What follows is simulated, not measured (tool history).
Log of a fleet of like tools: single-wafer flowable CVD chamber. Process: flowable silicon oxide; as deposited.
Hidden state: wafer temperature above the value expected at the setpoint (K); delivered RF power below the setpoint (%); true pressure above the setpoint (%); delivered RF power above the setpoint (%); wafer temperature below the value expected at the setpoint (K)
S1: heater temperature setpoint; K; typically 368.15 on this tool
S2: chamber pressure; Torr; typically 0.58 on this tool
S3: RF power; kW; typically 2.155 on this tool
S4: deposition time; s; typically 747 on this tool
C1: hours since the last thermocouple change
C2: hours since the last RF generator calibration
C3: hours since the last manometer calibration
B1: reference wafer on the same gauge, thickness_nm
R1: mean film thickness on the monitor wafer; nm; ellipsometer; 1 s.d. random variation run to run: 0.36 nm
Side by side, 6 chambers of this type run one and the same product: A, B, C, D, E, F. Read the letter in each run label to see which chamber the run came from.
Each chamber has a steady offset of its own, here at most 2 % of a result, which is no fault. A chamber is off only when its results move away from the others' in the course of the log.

| run | hour | S1 | S2 | S3 | S4 | C1 | C2 | C3 | B1 | R1 |
|---|---|---|---|---|---|---|---|---|---|---|
| 1E | 9 | 368.15 | 0.58 | 2.155 | 747 | 767.4 | 701.8 | 506.2 | 409.99 | 353.69 |
| 2B | 14.1 | 368.15 | 0.58 | 2.155 | 747 | 158.4 | 1295.2 | 418.1 | 409.92 | 350.46 |
| 3C | 20.2 | 368.15 | 0.58 | 2.155 | 747 | 1256.5 | 58.4 | 627.1 | 409.85 | 348.72 |
| 4A | 29 | 368.15 | 0.58 | 2.155 | 747 | 1707.3 | 450.2 | 823.7 | 409.78 | 348.88 |
| 5F | 36.5 | 368.15 | 0.58 | 2.155 | 747 | 841.9 | 1200 | 325.7 | 409.8 | 348.75 |
| 6D | 44.9 | 368.15 | 0.58 | 2.155 | 747 | 1515.2 | 1700.9 | 1534.2 | 409.63 | 345.19 |
| 7B | 53.4 | 368.15 | 0.58 | 2.155 | 747 | 197.7 | 1334.5 | 457.4 | 409.7 | 349.31 |
| 8A | 62.7 | 368.15 | 0.58 | 2.155 | 747 | 1741 | 483.9 | 857.4 | 409.65 | 348.1 |
| 9C | 67.7 | 368.15 | 0.58 | 2.155 | 747 | 1304 | 105.9 | 674.6 | 409.69 | 348.6 |
| 10E | 77.3 | 368.15 | 0.58 | 2.155 | 747 | 835.7 | 770.1 | 574.5 | 409.5 | 353.57 |
| 11D | 82.4 | 368.15 | 0.58 | 2.155 | 747 | 1552.7 | 1738.4 | 1571.7 | 409.57 | 344.88 |
| 12F | 87.9 | 368.15 | 0.58 | 2.155 | 747 | 893.3 | 1251.4 | 377.1 | 409.48 | 347.86 |
| 13F | 94.2 | 368.15 | 0.58 | 2.155 | 747 | 899.6 | 1257.7 | 383.4 | 409.35 | 348.41 |
| 14B | 99.8 | 368.15 | 0.58 | 2.155 | 747 | 244.1 | 1380.9 | 503.8 | 409.41 | 349.7 |
| 15E | 109 | 368.15 | 0.58 | 2.155 | 747 | 867.4 | 801.8 | 606.2 | 409.31 | 353.29 |
| 16D | 114.8 | 368.15 | 0.58 | 2.155 | 747 | 1585.1 | 1770.8 | 1604.1 | 409.32 | 345.07 |
| 17A | 122.4 | 368.15 | 0.58 | 2.155 | 747 | 1800.7 | 543.6 | 917.1 | 409.22 | 347.84 |
| 18C | 126.8 | 368.15 | 0.58 | 2.155 | 695 | 1363.1 | 165 | 733.7 | 409.19 | 324.45 |
| 19F | 133.3 | 368.15 | 0.58 | 2.155 | 695 | 938.7 | 1296.8 | 422.5 | 409.2 | 323.93 |
| 20E | 143 | 368.15 | 0.58 | 2.155 | 695 | 901.4 | 835.8 | 640.2 | 409.05 | 328.18 |
| 21D | 147.5 | 368.15 | 0.58 | 2.155 | 695 | 1617.8 | 1803.5 | 1636.8 | 409.01 | 321.02 |
| 22C | 156.8 | 368.15 | 0.58 | 2.155 | 695 | 1393.1 | 195 | 763.7 | 408.96 | 323.75 |
| 23A | 161.9 | 368.15 | 0.58 | 2.155 | 695 | 1840.2 | 583.1 | 956.6 | 409.04 | 323.5 |
| 24B | 168.5 | 380.15 | 0.58 | 2.155 | 747 | 312.8 | 1449.6 | 572.5 | 408.82 | 233.68 |
| 25D | 173.7 | 380.15 | 0.58 | 2.155 | 747 | 1644 | 1829.7 | 1663 | 408.95 | 232.35 |
| 26E | 180.8 | 380.15 | 0.58 | 2.155 | 747 | 939.2 | 873.6 | 678 | 408.87 | 238.43 |
| 27F | 190.6 | 380.15 | 0.58 | 2.155 | 747 | 996 | 1354.1 | 479.8 | 408.89 | 233.62 |
| 28B | 200.4 | 380.15 | 0.58 | 2.155 | 747 | 344.7 | 1481.5 | 604.4 | 408.84 | 232.64 |
| 29C | 205 | 380.15 | 0.58 | 2.155 | 747 | 1441.3 | 243.2 | 811.9 | 408.79 | 234.74 |
| 30A | 211.3 | 368.15 | 0.58 | 2.155 | 747 | 1889.6 | 632.5 | 1006 | 408.73 | 347.65 |
| 31E | 219.7 | 368.15 | 0.701 | 2.155 | 747 | 978.1 | 912.5 | 716.9 | 408.63 | 456.07 |
| 32C | 224.4 | 368.15 | 0.701 | 2.155 | 747 | 1460.7 | 262.6 | 831.3 | 408.59 | 451.66 |
| 33A | 233.4 | 368.15 | 0.701 | 2.155 | 747 | 1911.7 | 654.6 | 1028.1 | 408.49 | 448.57 |
| 34B | 242.9 | 368.15 | 0.701 | 2.155 | 747 | 387.2 | 1524 | 646.9 | 408.51 | 451.61 |
| 35F | 249.8 | 368.15 | 0.701 | 2.155 | 747 | 1055.2 | 1413.3 | 539 | 408.48 | 452.13 |
| 36D | 259.2 | 368.15 | 0.701 | 2.155 | 747 | 1729.5 | 1915.2 | 1748.5 | 408.34 | 445.5 |
| 37A | 264 | 368.15 | 0.58 | 2.155 | 747 | 1942.3 | 685.2 | 1058.7 | 408.28 | 347.21 |
| 38C | 272.2 | 368.15 | 0.58 | 2.155 | 747 | 1508.5 | 310.4 | 879.1 | 408.39 | 347.18 |

Does one chamber stand apart from the rest, does the shared gauge drift, or is all well apart from small per-chamber offsets? Give the chamber and the most likely cause, where there is one.

Gauge drift. The chambers move together only on paper, and none stands off.
Cause: gauge reads low (%) = 0.425.

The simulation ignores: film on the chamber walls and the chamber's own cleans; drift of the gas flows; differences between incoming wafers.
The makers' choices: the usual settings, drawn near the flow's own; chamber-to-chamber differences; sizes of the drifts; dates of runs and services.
